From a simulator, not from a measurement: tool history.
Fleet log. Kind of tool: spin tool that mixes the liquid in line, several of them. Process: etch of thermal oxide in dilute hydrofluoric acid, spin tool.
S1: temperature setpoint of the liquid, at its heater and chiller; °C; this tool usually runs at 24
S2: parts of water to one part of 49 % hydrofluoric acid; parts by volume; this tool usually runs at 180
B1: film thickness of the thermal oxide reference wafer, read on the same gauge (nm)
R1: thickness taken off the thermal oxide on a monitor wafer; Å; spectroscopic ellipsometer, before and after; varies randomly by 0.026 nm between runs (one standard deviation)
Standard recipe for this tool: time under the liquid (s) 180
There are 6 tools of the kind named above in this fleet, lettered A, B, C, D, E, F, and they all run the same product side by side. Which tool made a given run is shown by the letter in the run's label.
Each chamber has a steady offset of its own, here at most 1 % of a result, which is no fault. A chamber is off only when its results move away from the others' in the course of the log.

{"run": "1A", "hour": 3.0, "S1": 24, "S2": 180, "time under the liquid (s)": 180, "B1": 150, "R1": 43.568}
{"run": "2E", "hour": 7.4, "S1": 24, "S2": 180, "time under the liquid (s)": 180, "B1": 150.02, "R1": 43.976}
{"run": "3C", "hour": 11.6, "S1": 24, "S2": 180, "time under the liquid (s)": 180, "B1": 150.03, "R1": 44.1}
{"run": "4B", "hour": 14.8, "S1": 24, "S2": 180, "time under the liquid (s)": 180, "B1": 150, "R1": 44.088}
{"run": "5F", "hour": 17.5, "S1": 27.5, "S2": 180, "time under the liquid (s)": 180, "B1": 150, "R1": 50.011}
{"hour": 21.6, "done": "chamber E: hydrofluoric acid flow meter replaced"}
{"run": "6D", "hour": 21.8, "S1": 27.5, "S2": 180, "time under the liquid (s)": 180, "B1": 149.99, "R1": 49.47}
{"run": "7E", "hour": 25.2, "S1": 27.5, "S2": 180, "time under the liquid (s)": 180, "B1": 149.98, "R1": 50.384}
{"run": "8F", "hour": 28.4, "S1": 27.5, "S2": 180, "time under the liquid (s)": 180, "B1": 149.97, "R1": 49.894}
{"run": "9B", "hour": 31.6, "S1": 27.5, "S2": 180, "time under the liquid (s)": 180, "B1": 150.02, "R1": 49.935}
{"run": "10D", "hour": 34.2, "S1": 27.5, "S2": 180, "time under the liquid (s)": 180, "B1": 150.01, "R1": 49.959}
{"run": "11A", "hour": 38.8, "S1": 24, "S2": 180, "time under the liquid (s)": 180, "B1": 150.01, "R1": 44.476}
{"run": "12C", "hour": 42.8, "S1": 24, "S2": 180, "time under the liquid (s)": 180, "B1": 149.99, "R1": 43.991}
{"run": "13A", "hour": 47.6, "S1": 24, "S2": 180, "time under the liquid (s)": 180, "B1": 149.99, "R1": 43.891}
{"run": "14F", "hour": 50.5, "S1": 24, "S2": 180, "time under the liquid (s)": 180, "B1": 150.01, "R1": 43.866}
{"run": "15E", "hour": 53.5, "S1": 24, "S2": 180, "time under the liquid (s)": 180, "B1": 150.02, "R1": 44.252}
{"run": "16D", "hour": 58.5, "S1": 24, "S2": 180, "time under the liquid (s)": 180, "B1": 150.03, "R1": 44.285}
{"run": "17C", "hour": 62.9, "S1": 24, "S2": 180, "time under the liquid (s)": 180, "B1": 149.97, "R1": 43.663}
{"run": "18B", "hour": 65.4, "S1": 24, "S2": 180, "time under the liquid (s)": 180, "B1": 149.99, "R1": 44.032}
{"run": "19A", "hour": 68.9, "S1": 24, "S2": 180, "time under the liquid (s)": 180, "B1": 149.99, "R1": 43.836}
{"run": "20B", "hour": 71.7, "S1": 24, "S2": 180, "time under the liquid (s)": 180, "B1": 150.01, "R1": 44.194}
{"run": "21F", "hour": 74.1, "S1": 24, "S2": 180, "time under the liquid (s)": 180, "B1": 150.01, "R1": 43.78}
{"run": "22C", "hour": 79.1, "S1": 24, "S2": 180, "time under the liquid (s)": 180, "B1": 149.99, "R1": 43.92}
{"run": "23D", "hour": 84.4, "S1": 24, "S2": 180, "time under the liquid (s)": 180, "B1": 149.99, "R1": 45.029}
{"run": "24E", "hour": 87.6, "S1": 24, "S2": 180, "time under the liquid (s)": 180, "B1": 149.99, "R1": 44.429}
{"run": "25D", "hour": 91.5, "S1": 28, "S2": 265, "time under the liquid (s)": 180, "B1": 150, "R1": 32.319}
{"run": "26F", "hour": 94.4, "S1": 28, "S2": 265, "time under the liquid (s)": 180, "B1": 150.01, "R1": 31.477}
{"run": "27A", "hour": 97.4, "S1": 28, "S2": 265, "time under the liquid (s)": 180, "B1": 150.02, "R1": 31.377}
{"run": "28E", "hour": 100.7, "S1": 28, "S2": 265, "time under the liquid (s)": 180, "B1": 150, "R1": 31.812}
{"run": "29C", "hour": 106.0, "S1": 28, "S2": 265, "time under the liquid (s)": 180, "B1": 150.04, "R1": 31.372}
{"run": "30B", "hour": 111.0, "S1": 28, "S2": 265, "time under the liquid (s)": 180, "B1": 150.02, "R1": 31.432}
{"run": "31A", "hour": 113.6, "S1": 24, "S2": 180, "time under the liquid (s)": 180, "B1": 150, "R1": 43.802}
{"run": "32C", "hour": 116.3, "S1": 24, "S2": 180, "time under the liquid (s)": 180, "B1": 150.02, "R1": 43.757}
{"run": "33B", "hour": 120.8, "S1": 24, "S2": 180, "time under the liquid (s)": 180, "B1": 149.99, "R1": 44.203}
{"run": "34D", "hour": 124.3, "S1": 24, "S2": 180, "time under the liquid (s)": 180, "B1": 149.99, "R1": 46.382}
{"run": "35F", "hour": 129.1, "S1": 24, "S2": 180, "time under the liquid (s)": 180, "B1": 150, "R1": 43.121}
{"run": "36E", "hour": 131.7, "S1": 24, "S2": 180, "time under the liquid (s)": 180, "B1": 150, "R1": 44.407}
{"run": "37D", "hour": 136.8, "S1": 24, "S2": 180, "time under the liquid (s)": 180, "B1": 149.99, "R1": 46.151}
{"run": "38E", "hour": 140.5, "S1": 24, "S2": 180, "time under the liquid (s)": 180, "B1": 149.99, "R1": 44.351}
{"run": "39B", "hour": 143.6, "S1": 24, "S2": 180, "time under the liquid (s)": 180, "B1": 150.01, "R1": 44.156}
{"run": "40C", "hour": 146.5, "S1": 24, "S2": 180, "time under the liquid (s)": 180, "B1": 149.99, "R1": 43.395}
{"run": "41F", "hour": 149.0, "S1": 24, "S2": 180, "time under the liquid (s)": 180, "B1": 150.01, "R1": 43.485}

Is one chamber out of step, is the gauge drifting, or do the chambers differ by no more than their own small offsets? For an off chamber, give its letter and the likeliest cause.

One chamber, D, drifts off from the rest bit by bit.
Most likely cause: hydrofluoric acid flow above the setpoint (%) = 5.32.
The log may not tell that from: liquid hotter than its thermometer reads (K).

Here are 4 candidates for chamber D's next run, each the usual settings with a change, their results left as question marks. Which one brings its results back in line with what the others give on the usual settings?
In line means no further than this from the other chambers' mean on the usual settings: R1 0.92 Å
{"run": "42D-1", "hour": 152.8, "S1": 25.5, "S2": 180, "time under the liquid (s)": 180, "R1": "?"}
{"run": "42D-2", "hour": 152.8, "S1": 24, "S2": 180, "time under the liquid (s)": 170, "R1": "?"}
{"run": "42D-3", "hour": 152.8, "S1": 24, "S2": 180, "time under the liquid (s)": 160, "R1": "?"}
{"run": "42D-4", "hour": 152.8, "S1": 24, "S2": 165, "time under the liquid (s)": 180, "R1": "?"}

On the usual settings, the other chambers give on average: R1 44.045 Å
run=42D-1 R1=49.294
run=42D-2 R1=44.018
run=42D-3 R1=41.428
run=42D-4 R1=51.679
42D-2 is the one that brings the chamber's results back in line with the other chambers.
